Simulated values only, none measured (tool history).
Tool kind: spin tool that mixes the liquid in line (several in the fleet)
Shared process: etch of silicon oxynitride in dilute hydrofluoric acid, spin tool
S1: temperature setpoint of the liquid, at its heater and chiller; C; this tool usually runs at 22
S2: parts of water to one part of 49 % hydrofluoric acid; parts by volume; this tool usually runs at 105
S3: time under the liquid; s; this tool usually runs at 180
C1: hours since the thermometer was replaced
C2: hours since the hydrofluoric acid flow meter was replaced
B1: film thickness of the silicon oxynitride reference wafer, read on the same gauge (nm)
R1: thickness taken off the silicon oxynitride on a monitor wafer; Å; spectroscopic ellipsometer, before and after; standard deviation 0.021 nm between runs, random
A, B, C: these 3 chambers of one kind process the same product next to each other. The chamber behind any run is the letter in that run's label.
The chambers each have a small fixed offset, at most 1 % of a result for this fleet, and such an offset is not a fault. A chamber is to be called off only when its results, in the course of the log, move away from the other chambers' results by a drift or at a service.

run	hour	S1	S2	S3	C1	C2	B1	R1
1B	13	22	105	180	939	557	150.03	29.008
2C	26	22	105	180	79.1	772.7	150	29.499
3A	37	22	105	180	430.4	315.9	150.05	29.138
4A	45.9	22	105	180	439.3	324.8	150.02	29.302
5C	54	22	105	180	107.1	800.7	150.03	29.579
6B	61.3	22	105	235	987.3	605.3	149.98	38.081
7A	72.1	22	105	235	465.5	351	150.06	37.88
8B	80.2	22	105	235	1006.2	624.2	150.03	38.517
9C	88.7	22	105	180	141.8	835.4	150	29.368
10B	102.3	22	105	180	1028.3	646.3	150.01	28.993
11A	113.5	22	105	180	506.9	392.4	150	29.5
12C	123.8	22	105	180	176.9	870.5	150	29.962
13B	133.9	22	105	180	1059.9	677.9	149.94	28.834
14A	142.4	22	105	180	535.8	421.3	150.05	29.291
15C	152.9	22	105	180	206	899.6	150.01	29.715
16A	160.2	22	105	180	553.6	439.1	150	29.719
17B	170.2	22	105	180	1096.2	714.2	150.03	28.658
18C	176.9	22	105	180	230	923.6	149.97	29.585
19A	189.6	22	105	180	583	468.5	149.97	29.051
20C	198.8	22	105	220	251.9	945.5	150.07	35.865
21B	210.5	22	105	220	1136.5	754.5	149.99	34.545
22A	222.7	22	105	220	616.1	501.6	150.02	35.736
23B	236.1	22	105	180	1162.1	780.1	149.99	28.227
24C	244.7	22	105	180	297.8	991.4	150.04	29.496
25A	257.3	22	105	180	650.7	536.2	150.01	29.444
26C	265.8	22	105	180	318.9	1012.5	149.93	29.401
27B	276.1	22	105	180	1202.1	820.1	150	27.575
28C	288.1	22	105	180	341.2	1034.8	149.98	29.638
29B	295	22	105	180	1221	839	150	27.725

Next, every chamber runs the same settings. What will each give?
30A	304.8	22	105	180				?
30B	304.8	22	105	180				?
30C	304.8	22	105	180				?

run	R1
30A	29.312
30B	27.419
30C	29.476
